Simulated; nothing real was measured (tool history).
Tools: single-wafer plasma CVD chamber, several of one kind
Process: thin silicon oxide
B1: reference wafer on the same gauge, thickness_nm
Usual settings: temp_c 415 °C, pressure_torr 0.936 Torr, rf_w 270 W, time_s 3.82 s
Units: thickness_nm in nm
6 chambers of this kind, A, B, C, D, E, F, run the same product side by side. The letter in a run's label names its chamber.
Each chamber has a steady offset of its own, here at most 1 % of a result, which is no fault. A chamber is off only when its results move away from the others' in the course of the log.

{"run": "1C", "hour": 11.0, "temp_c": 415, "pressure_torr": 0.936, "rf_w": 270, "time_s": 3.82, "B1": 8.8292, "thickness_nm": 7.6033}
{"run": "2D", "hour": 17.7, "temp_c": 415, "pressure_torr": 0.936, "rf_w": 270, "time_s": 3.82, "B1": 8.8264, "thickness_nm": 7.6153}
{"run": "3F", "hour": 29.1, "temp_c": 415, "pressure_torr": 0.936, "rf_w": 270, "time_s": 3.82, "B1": 8.8286, "thickness_nm": 7.6466}
{"run": "4E", "hour": 34.5, "temp_c": 415, "pressure_torr": 0.936, "rf_w": 270, "time_s": 3.82, "B1": 8.8292, "thickness_nm": 7.5466}
{"run": "5A", "hour": 44.5, "temp_c": 415, "pressure_torr": 0.936, "rf_w": 270, "time_s": 3.82, "B1": 8.8253, "thickness_nm": 7.5985}
{"run": "6B", "hour": 54.6, "temp_c": 415, "pressure_torr": 0.936, "rf_w": 270, "time_s": 3.82, "B1": 8.8323, "thickness_nm": 7.6255}
{"run": "7C", "hour": 60.0, "temp_c": 415, "pressure_torr": 0.936, "rf_w": 270, "time_s": 3.82, "B1": 8.8245, "thickness_nm": 7.6359}
{"hour": 69.7, "done": "chamber E: capacitance manometer re-zeroed and calibrated"}
{"run": "8F", "hour": 71.9, "temp_c": 415, "pressure_torr": 0.936, "rf_w": 270, "time_s": 3.82, "B1": 8.8237, "thickness_nm": 7.6352}
{"run": "9B", "hour": 81.4, "temp_c": 415, "pressure_torr": 0.936, "rf_w": 270, "time_s": 3.82, "B1": 8.8353, "thickness_nm": 7.6346}
{"run": "10A", "hour": 93.8, "temp_c": 415, "pressure_torr": 0.936, "rf_w": 270, "time_s": 3.82, "B1": 8.8312, "thickness_nm": 7.5524}
{"run": "11D", "hour": 100.5, "temp_c": 415, "pressure_torr": 0.936, "rf_w": 270, "time_s": 3.82, "B1": 8.8196, "thickness_nm": 7.6441}
{"run": "12E", "hour": 110.3, "temp_c": 415, "pressure_torr": 0.936, "rf_w": 270, "time_s": 3.82, "B1": 8.8374, "thickness_nm": 7.6522}
{"run": "13C", "hour": 117.6, "temp_c": 415, "pressure_torr": 0.936, "rf_w": 270, "time_s": 3.82, "B1": 8.8375, "thickness_nm": 7.666}
{"run": "14A", "hour": 124.1, "temp_c": 415, "pressure_torr": 0.936, "rf_w": 270, "time_s": 3.82, "B1": 8.8259, "thickness_nm": 7.5771}
{"run": "15E", "hour": 134.0, "temp_c": 415, "pressure_torr": 0.936, "rf_w": 270, "time_s": 3.82, "B1": 8.8238, "thickness_nm": 7.5939}
{"run": "16F", "hour": 144.8, "temp_c": 415, "pressure_torr": 0.936, "rf_w": 270, "time_s": 3.82, "B1": 8.8248, "thickness_nm": 7.6045}
{"hour": 149.9, "done": "chamber E: RF generator calibrated"}
{"run": "17B", "hour": 156.6, "temp_c": 415, "pressure_torr": 0.936, "rf_w": 270, "time_s": 3.82, "B1": 8.8358, "thickness_nm": 7.6834}
{"run": "18D", "hour": 165.2, "temp_c": 415, "pressure_torr": 0.936, "rf_w": 270, "time_s": 3.82, "B1": 8.8263, "thickness_nm": 7.742}
{"run": "19C", "hour": 174.1, "temp_c": 415, "pressure_torr": 0.936, "rf_w": 270, "time_s": 3.82, "B1": 8.8337, "thickness_nm": 7.6405}
{"run": "20F", "hour": 179.8, "temp_c": 415, "pressure_torr": 0.763, "rf_w": 270, "time_s": 3.82, "B1": 8.834, "thickness_nm": 6.3553}
{"hour": 187.5, "done": "chamber C: RF generator calibrated"}
{"run": "21A", "hour": 187.9, "temp_c": 415, "pressure_torr": 0.763, "rf_w": 270, "time_s": 3.82, "B1": 8.8208, "thickness_nm": 6.3127}
{"hour": 198.1, "done": "chamber B: thermocouple changed; heater temperature recalibrated"}
{"run": "22E", "hour": 199.3, "temp_c": 415, "pressure_torr": 0.763, "rf_w": 270, "time_s": 3.82, "B1": 8.833, "thickness_nm": 6.3262}
{"run": "23B", "hour": 210.6, "temp_c": 415, "pressure_torr": 0.763, "rf_w": 270, "time_s": 3.82, "B1": 8.8244, "thickness_nm": 6.3303}
{"run": "24D", "hour": 221.7, "temp_c": 415, "pressure_torr": 0.763, "rf_w": 270, "time_s": 3.82, "B1": 8.8288, "thickness_nm": 6.501}
{"run": "25E", "hour": 228.5, "temp_c": 415, "pressure_torr": 0.763, "rf_w": 270, "time_s": 3.82, "B1": 8.8294, "thickness_nm": 6.3124}
{"run": "26B", "hour": 238.7, "temp_c": 415, "pressure_torr": 0.936, "rf_w": 270, "time_s": 3.82, "B1": 8.8302, "thickness_nm": 7.5804}
{"hour": 243.7, "done": "chamber A: RF generator calibrated"}
{"run": "27C", "hour": 246.4, "temp_c": 415, "pressure_torr": 0.936, "rf_w": 270, "time_s": 3.82, "B1": 8.8268, "thickness_nm": 7.6242}
{"run": "28D", "hour": 252.9, "temp_c": 415, "pressure_torr": 0.936, "rf_w": 270, "time_s": 3.82, "B1": 8.8374, "thickness_nm": 7.8645}
{"run": "29F", "hour": 260.4, "temp_c": 415, "pressure_torr": 0.936, "rf_w": 270, "time_s": 3.82, "B1": 8.8273, "thickness_nm": 7.6281}
{"run": "30A", "hour": 272.1, "temp_c": 415, "pressure_torr": 0.936, "rf_w": 270, "time_s": 3.82, "B1": 8.8382, "thickness_nm": 7.6022}
{"run": "31E", "hour": 280.4, "temp_c": 415, "pressure_torr": 0.936, "rf_w": 270, "time_s": 3.82, "B1": 8.8273, "thickness_nm": 7.5991}
{"run": "32D", "hour": 287.8, "temp_c": 415, "pressure_torr": 0.936, "rf_w": 270, "time_s": 3.82, "B1": 8.8269, "thickness_nm": 7.8948}
{"run": "33B", "hour": 294.9, "temp_c": 415, "pressure_torr": 0.936, "rf_w": 270, "time_s": 3.82, "B1": 8.8228, "thickness_nm": 7.6377}
{"run": "34A", "hour": 301.3, "temp_c": 415, "pressure_torr": 0.936, "rf_w": 270, "time_s": 3.82, "B1": 8.8321, "thickness_nm": 7.6327}
{"run": "35C", "hour": 310.3, "temp_c": 415, "pressure_torr": 0.936, "rf_w": 270, "time_s": 3.82, "B1": 8.8337, "thickness_nm": 7.616}
{"run": "36F", "hour": 317.1, "temp_c": 415, "pressure_torr": 0.936, "rf_w": 270, "time_s": 3.82, "B1": 8.8252, "thickness_nm": 7.5865}
{"run": "37A", "hour": 327.7, "temp_c": 415, "pressure_torr": 0.936, "rf_w": 270, "time_s": 3.82, "B1": 8.825, "thickness_nm": 7.5408}
{"run": "38F", "hour": 337.9, "temp_c": 415, "pressure_torr": 0.936, "rf_w": 270, "time_s": 3.82, "B1": 8.831, "thickness_nm": 7.5961}

Is one chamber off against the others, does the gauge drift, or is nothing wrong? If a chamber is off, say which, and what the likeliest cause is.

Chamber D drifts away from the others.
Cause: true pressure above the setpoint (%) = 5.76.

Here are 4 candidates for chamber D's next run, each the usual settings with a change, their results left as question marks. Which one brings its results back in line with what the others give on the usual settings?
In line means no further than this from the other chambers' mean on the usual settings: thickness_nm 0.0910 nm
{"run": "39D-1", "hour": 346.8, "temp_c": 415, "pressure_torr": 0.936, "rf_w": 285, "time_s": 3.82, "thickness_nm": "?"}
{"run": "39D-2", "hour": 346.8, "temp_c": 415, "pressure_torr": 0.936, "rf_w": 270, "time_s": 3.99, "thickness_nm": "?"}
{"run": "39D-3", "hour": 346.8, "temp_c": 415, "pressure_torr": 0.925, "rf_w": 270, "time_s": 3.78, "thickness_nm": "?"}
{"run": "39D-4", "hour": 346.8, "temp_c": 415, "pressure_torr": 0.886, "rf_w": 270, "time_s": 3.82, "thickness_nm": "?"}

The other chambers' mean on the usual settings: thickness_nm 7.6127 nm
run=39D-1 thickness_nm=8.1347
run=39D-2 thickness_nm=8.3004
run=39D-3 thickness_nm=7.8007
run=39D-4 thickness_nm=7.5988
39D-4 brings the chamber back in line.
